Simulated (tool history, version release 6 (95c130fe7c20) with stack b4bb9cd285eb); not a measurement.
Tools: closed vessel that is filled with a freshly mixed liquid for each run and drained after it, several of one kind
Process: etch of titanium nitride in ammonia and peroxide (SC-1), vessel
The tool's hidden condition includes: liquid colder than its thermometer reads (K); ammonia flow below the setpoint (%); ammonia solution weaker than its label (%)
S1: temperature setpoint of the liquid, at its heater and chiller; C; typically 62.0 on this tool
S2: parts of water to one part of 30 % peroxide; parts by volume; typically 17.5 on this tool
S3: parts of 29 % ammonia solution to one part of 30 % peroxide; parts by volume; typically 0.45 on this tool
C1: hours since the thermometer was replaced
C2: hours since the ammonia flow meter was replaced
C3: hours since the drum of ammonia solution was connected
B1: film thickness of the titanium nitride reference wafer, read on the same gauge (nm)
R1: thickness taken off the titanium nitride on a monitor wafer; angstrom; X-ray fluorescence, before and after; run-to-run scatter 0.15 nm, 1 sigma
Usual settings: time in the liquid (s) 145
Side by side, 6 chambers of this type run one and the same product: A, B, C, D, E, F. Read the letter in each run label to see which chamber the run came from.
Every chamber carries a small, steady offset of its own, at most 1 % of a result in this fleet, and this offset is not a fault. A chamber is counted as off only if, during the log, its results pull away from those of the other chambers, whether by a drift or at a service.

Run 1F, hour 4.7: usual settings; C1 1191.3; C2 31.4; C3 49.3; B1 29.996. Result: R1 178.12 angstrom.
Run 2E, hour 10.4: usual settings; C1 89.6; C2 335.6; C3 138.6; B1 30.007. Result: R1 177.78 angstrom.
Run 3A, hour 14.1: usual settings; C1 571.6; C2 809.5; C3 69.9; B1 30.019. Result: R1 176.65 angstrom.
Run 4D, hour 18.7: usual settings; C1 1963.9; C2 1877.1; C3 122.4; B1 30.000. Result: R1 177.86 angstrom.
Run 5B, hour 24.0: usual settings; C1 367.0; C2 398.0; C3 321.4; B1 30.000. Result: R1 181.35 angstrom.
Run 6C, hour 28.0: usual settings; C1 1924.7; C2 440.4; C3 70.0; B1 29.977. Result: R1 176.08 angstrom.
Run 7A, hour 33.5: usual settings; C1 591.0; C2 828.9; C3 89.3; B1 29.996. Result: R1 177.20 angstrom.
Run 8F, hour 39.4: usual settings; C1 1226.0; C2 66.1; C3 84.0; B1 29.995. Result: R1 179.84 angstrom.
Run 9C, hour 44.6: usual settings; C1 1941.3; C2 457.0; C3 86.6; B1 29.985. Result: R1 176.50 angstrom.
Run 10D, hour 47.6: usual settings; C1 1992.8; C2 1906.0; C3 151.3; B1 30.003. Result: R1 178.97 angstrom.
Run 11E, hour 52.8: usual settings; C1 132.0; C2 378.0; C3 181.0; B1 30.025. Result: R1 178.84 angstrom.
Run 12B, hour 56.4: usual settings; C1 399.4; C2 430.4; C3 353.8; B1 30.009. Result: R1 181.96 angstrom.
Run 13C, hour 60.5: usual settings but S1 68.5 C; C1 1957.2; C2 472.9; C3 102.5; B1 30.023. Result: R1 270.61 angstrom.
Run 14E, hour 65.2: usual settings but S1 68.5 C; C1 144.4; C2 390.4; C3 193.4; B1 29.992. Result: R1 272.28 angstrom.
Run 15D, hour 70.0: usual settings but S1 68.5 C; C1 2015.2; C2 1928.4; C3 173.7; B1 30.010. Result: R1 268.99 angstrom.
Run 16A, hour 73.5: usual settings but S1 68.5 C; C1 631.0; C2 868.9; C3 129.3; B1 29.992. Result: R1 265.98 angstrom.
Run 17F, hour 76.4: usual settings but S1 68.5 C; C1 1263.0; C2 103.1; C3 121.0; B1 29.977. Result: R1 268.29 angstrom.
Run 18B, hour 79.3: usual settings but S1 68.5 C; C1 422.3; C2 453.3; C3 376.7; B1 30.025. Result: R1 270.68 angstrom.
Run 19B, hour 83.5: usual settings; C1 426.5; C2 457.5; C3 380.9; B1 29.975. Result: R1 179.81 angstrom.
Run 20A, hour 87.1: usual settings; C1 644.6; C2 882.5; C3 142.9; B1 30.008. Result: R1 176.81 angstrom.
Run 21F, hour 91.9: usual settings; C1 1278.5; C2 118.6; C3 136.5; B1 30.001. Result: R1 176.44 angstrom.
Run 22C, hour 96.5: usual settings but S2 22.0 parts by volume; C1 1993.2; C2 508.9; C3 138.5; B1 30.013. Result: R1 156.60 angstrom.
Run 23D, hour 100.9: usual settings but S2 22.0 parts by volume; C1 2046.1; C2 1959.3; C3 204.6; B1 29.989. Result: R1 156.24 angstrom.
Run 24E, hour 103.9: usual settings but S2 22.0 parts by volume; C1 183.1; C2 429.1; C3 232.1; B1 30.013. Result: R1 157.34 angstrom.
Run 25D, hour 107.3: usual settings but S2 22.0 parts by volume; C1 2052.5; C2 1965.7; C3 211.0; B1 30.010. Result: R1 156.77 angstrom.
Run 26F, hour 110.2: usual settings but S2 22.0 parts by volume; C1 1296.8; C2 136.9; C3 154.8; B1 30.016. Result: R1 156.60 angstrom.
Run 27E, hour 116.2: usual settings but S2 22.0 parts by volume; C1 195.4; C2 441.4; C3 244.4; B1 30.004. Result: R1 156.83 angstrom.
Run 28C, hour 119.8: usual settings; C1 2016.5; C2 532.2; C3 161.8; B1 29.999. Result: R1 177.80 angstrom.
Run 29B, hour 123.9: usual settings; C1 466.9; C2 497.9; C3 421.3; B1 29.976. Result: R1 181.79 angstrom.
Run 30A, hour 129.6: usual settings; C1 687.1; C2 925.0; C3 185.4; B1 30.009. Result: R1 177.53 angstrom.
Run 31B, hour 132.8: usual settings; C1 475.8; C2 506.8; C3 430.2; B1 30.006. Result: R1 179.30 angstrom.
Run 32E, hour 135.5: usual settings; C1 214.7; C2 460.7; C3 263.7; B1 29.996. Result: R1 177.87 angstrom.
Run 33C, hour 138.5: usual settings; C1 2035.2; C2 550.9; C3 180.5; B1 29.990. Result: R1 179.08 angstrom.
Run 34F, hour 143.3: usual settings; C1 1329.9; C2 170.0; C3 187.9; B1 30.007. Result: R1 177.13 angstrom.
Run 35A, hour 147.3: usual settings; C1 704.8; C2 942.7; C3 203.1; B1 30.016. Result: R1 177.85 angstrom.
Run 36D, hour 150.0: usual settings; C1 2095.2; C2 2008.4; C3 253.7; B1 30.015. Result: R1 172.74 angstrom.

Which is it: a chamber that has drifted or been left off by a service, a gauge drift common to all chambers, or only each chamber's usual small offset? If a chamber is off, name it and its likeliest cause.

Beyond each chamber's small constant offset nothing stands out, and the gauge stays steady.

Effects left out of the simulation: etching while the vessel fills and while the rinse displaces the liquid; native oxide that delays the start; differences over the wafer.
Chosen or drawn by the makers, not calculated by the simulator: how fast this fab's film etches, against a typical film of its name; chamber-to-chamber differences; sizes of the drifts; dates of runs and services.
